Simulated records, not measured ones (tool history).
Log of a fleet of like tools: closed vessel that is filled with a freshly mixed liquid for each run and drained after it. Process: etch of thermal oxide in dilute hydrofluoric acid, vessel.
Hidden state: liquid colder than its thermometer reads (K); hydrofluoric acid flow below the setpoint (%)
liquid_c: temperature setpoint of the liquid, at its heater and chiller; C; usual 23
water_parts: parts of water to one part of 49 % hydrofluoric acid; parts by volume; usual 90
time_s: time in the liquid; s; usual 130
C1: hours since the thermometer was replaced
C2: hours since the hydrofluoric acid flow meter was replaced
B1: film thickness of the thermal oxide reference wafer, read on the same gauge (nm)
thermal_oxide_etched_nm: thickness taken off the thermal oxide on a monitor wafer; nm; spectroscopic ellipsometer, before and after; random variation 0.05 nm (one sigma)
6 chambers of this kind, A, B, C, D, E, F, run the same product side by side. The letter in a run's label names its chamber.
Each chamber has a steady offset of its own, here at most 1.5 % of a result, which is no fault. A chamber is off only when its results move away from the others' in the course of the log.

Run 1C, hour 6.1: usual settings; C1 1264.2; C2 200.7; B1 99.984. Result: thermal_oxide_etched_nm 6.8079 nm.
Run 2B, hour 9.9: usual settings; C1 310.4; C2 1462.5; B1 99.998. Result: thermal_oxide_etched_nm 6.7318 nm.
Run 3F, hour 17.3: usual settings; C1 1251.1; C2 314.7; B1 99.988. Result: thermal_oxide_etched_nm 6.7743 nm.
Run 4E, hour 24.2: usual settings; C1 1174.3; C2 239.2; B1 100. Result: thermal_oxide_etched_nm 6.7104 nm.
Run 5D, hour 32.1: usual settings but time_s 65 s; C1 293.5; C2 1143.6; B1 99.993. Result: thermal_oxide_etched_nm 3.3812 nm.
Run 6A, hour 36: usual settings but time_s 65 s; C1 950.4; C2 709.9; B1 99.987. Result: thermal_oxide_etched_nm 3.3571 nm.
Run 7E, hour 41.4: usual settings but time_s 65 s; C1 1191.5; C2 256.4; B1 99.985. Result: thermal_oxide_etched_nm 3.3216 nm.
Run 8A, hour 47.6: usual settings but time_s 65 s; C1 962; C2 721.5; B1 99.989. Result: thermal_oxide_etched_nm 3.3379 nm.
Run 9C, hour 53.6: usual settings but time_s 65 s; C1 1311.7; C2 248.2; B1 100.01. Result: thermal_oxide_etched_nm 3.3613 nm.
Run 10D, hour 57.2: usual settings but time_s 65 s; C1 318.6; C2 1168.7; B1 99.987. Result: thermal_oxide_etched_nm 3.4034 nm.
At hour 59.6: chamber B: hydrofluoric acid flow meter replaced.
At hour 64: chamber F: thermometer replaced.
Run 11F, hour 64: usual settings; C1 0; C2 361.4; B1 100.01. Result: thermal_oxide_etched_nm 6.827 nm.
Run 12B, hour 67.7: usual settings; C1 368.2; C2 8.2; B1 100.02. Result: thermal_oxide_etched_nm 6.7394 nm.
Run 13C, hour 72.4: usual settings; C1 1330.5; C2 267; B1 100.02. Result: thermal_oxide_etched_nm 6.8009 nm.
Run 14B, hour 76.2: usual settings; C1 376.7; C2 16.7; B1 99.976. Result: thermal_oxide_etched_nm 6.7085 nm.
Run 15A, hour 80.5: usual settings; C1 994.9; C2 754.4; B1 100.01. Result: thermal_oxide_etched_nm 6.6556 nm.
Run 16D, hour 85.9: usual settings; C1 347.3; C2 1197.4; B1 99.997. Result: thermal_oxide_etched_nm 6.7315 nm.
Run 17E, hour 92.3: usual settings but water_parts 125 parts by volume; C1 1242.4; C2 307.3; B1 99.981. Result: thermal_oxide_etched_nm 4.6009 nm.
Run 18F, hour 100.5: usual settings but water_parts 125 parts by volume; C1 36.5; C2 397.9; B1 100.03. Result: thermal_oxide_etched_nm 4.745 nm.
Run 19A, hour 105.4: usual settings but water_parts 125 parts by volume; C1 1019.8; C2 779.3; B1 99.981. Result: thermal_oxide_etched_nm 4.5954 nm.
Run 20C, hour 112.5: usual settings but water_parts 125 parts by volume; C1 1370.6; C2 307.1; B1 99.981. Result: thermal_oxide_etched_nm 4.6201 nm.
Run 21F, hour 118.6: usual settings but water_parts 125 parts by volume; C1 54.6; C2 416; B1 99.995. Result: thermal_oxide_etched_nm 4.7256 nm.
Run 22D, hour 124.9: usual settings but water_parts 125 parts by volume; C1 386.3; C2 1236.4; B1 99.997. Result: thermal_oxide_etched_nm 4.7114 nm.
Run 23B, hour 129.2: usual settings; C1 429.7; C2 69.7; B1 100. Result: thermal_oxide_etched_nm 6.6295 nm.
Run 24E, hour 136: usual settings; C1 1286.1; C2 351; B1 100.01. Result: thermal_oxide_etched_nm 6.5592 nm.
Run 25A, hour 140.5: usual settings; C1 1054.9; C2 814.4; B1 99.999. Result: thermal_oxide_etched_nm 6.7327 nm.
Run 26B, hour 144.7: usual settings; C1 445.2; C2 85.2; B1 99.991. Result: thermal_oxide_etched_nm 6.8477 nm.
Run 27F, hour 151.3: usual settings but time_s 165 s; C1 87.3; C2 448.7; B1 100.02. Result: thermal_oxide_etched_nm 8.6291 nm.
At hour 155: chamber E: thermometer replaced.
Run 28E, hour 157.6: usual settings but time_s 165 s; C1 2.7; C2 372.6; B1 99.964. Result: thermal_oxide_etched_nm 8.2709 nm.
Run 29D, hour 165.6: usual settings but time_s 165 s; C1 427; C2 1277.1; B1 100.01. Result: thermal_oxide_etched_nm 8.6888 nm.
Run 30C, hour 171.8: usual settings but time_s 165 s; C1 1429.9; C2 366.4; B1 100.02. Result: thermal_oxide_etched_nm 8.501 nm.
Run 31E, hour 176.1: usual settings but time_s 165 s; C1 21.2; C2 391.1; B1 99.993. Result: thermal_oxide_etched_nm 8.3372 nm.
At hour 180.5: chamber C: thermometer replaced.
Run 32C, hour 180.7: usual settings but time_s 165 s; C1 0.3; C2 375.3; B1 99.978. Result: thermal_oxide_etched_nm 8.6071 nm.
Run 33F, hour 187.6: usual settings; C1 123.6; C2 485; B1 99.987. Result: thermal_oxide_etched_nm 6.7833 nm.
Run 34B, hour 192.7: usual settings; C1 493.2; C2 133.2; B1 99.988. Result: thermal_oxide_etched_nm 6.6824 nm.
Run 35A, hour 196.4: usual settings; C1 1110.8; C2 870.3; B1 99.978. Result: thermal_oxide_etched_nm 6.5929 nm.
Run 36D, hour 201.5: usual settings; C1 462.9; C2 1313; B1 99.991. Result: thermal_oxide_etched_nm 6.832 nm.
Run 37C, hour 206.6: usual settings; C1 26.2; C2 401.2; B1 99.974. Result: thermal_oxide_etched_nm 6.815 nm.
Run 38F, hour 211.5: usual settings but water_parts 115 parts by volume; C1 147.5; C2 508.9; B1 99.985. Result: thermal_oxide_etched_nm 5.1909 nm.
Run 39B, hour 215.8: usual settings but water_parts 115 parts by volume; C1 516.3; C2 156.3; B1 100.02. Result: thermal_oxide_etched_nm 5.1702 nm.
Run 40D, hour 222.9: usual settings but water_parts 115 parts by volume; C1 484.3; C2 1334.4; B1 100. Result: thermal_oxide_etched_nm 5.1811 nm.
Run 41E, hour 228.3: usual settings but water_parts 115 parts by volume; C1 73.4; C2 443.3; B1 99.954. Result: thermal_oxide_etched_nm 4.8571 nm.
Run 42A, hour 232: usual settings but water_parts 115 parts by volume; C1 1146.4; C2 905.9; B1 99.997. Result: thermal_oxide_etched_nm 5.0286 nm.
Run 43D, hour 239.3: usual settings but water_parts 115 parts by volume; C1 500.7; C2 1350.8; B1 100.01. Result: thermal_oxide_etched_nm 5.107 nm.
Run 44A, hour 243.3: usual settings; C1 1157.7; C2 917.2; B1 99.982. Result: thermal_oxide_etched_nm 6.701 nm.

All 6 chambers run these settings next. Forecast each chamber's results:
Run 45A, hour 249.1: usual settings. Result: thermal_oxide_etched_nm ?.
Run 45B, hour 249.1: usual settings. Result: thermal_oxide_etched_nm ?.
Run 45C, hour 249.1: usual settings. Result: thermal_oxide_etched_nm ?.
Run 45D, hour 249.1: usual settings. Result: thermal_oxide_etched_nm ?.
Run 45E, hour 249.1: usual settings. Result: thermal_oxide_etched_nm ?.
Run 45F, hour 249.1: usual settings. Result: thermal_oxide_etched_nm ?.

run  thermal_oxide_etched_nm
45A                   6.6648
45B                   6.6832
45C                   6.7791
45D                   6.7575
45E                   6.2975
45F                   6.7703
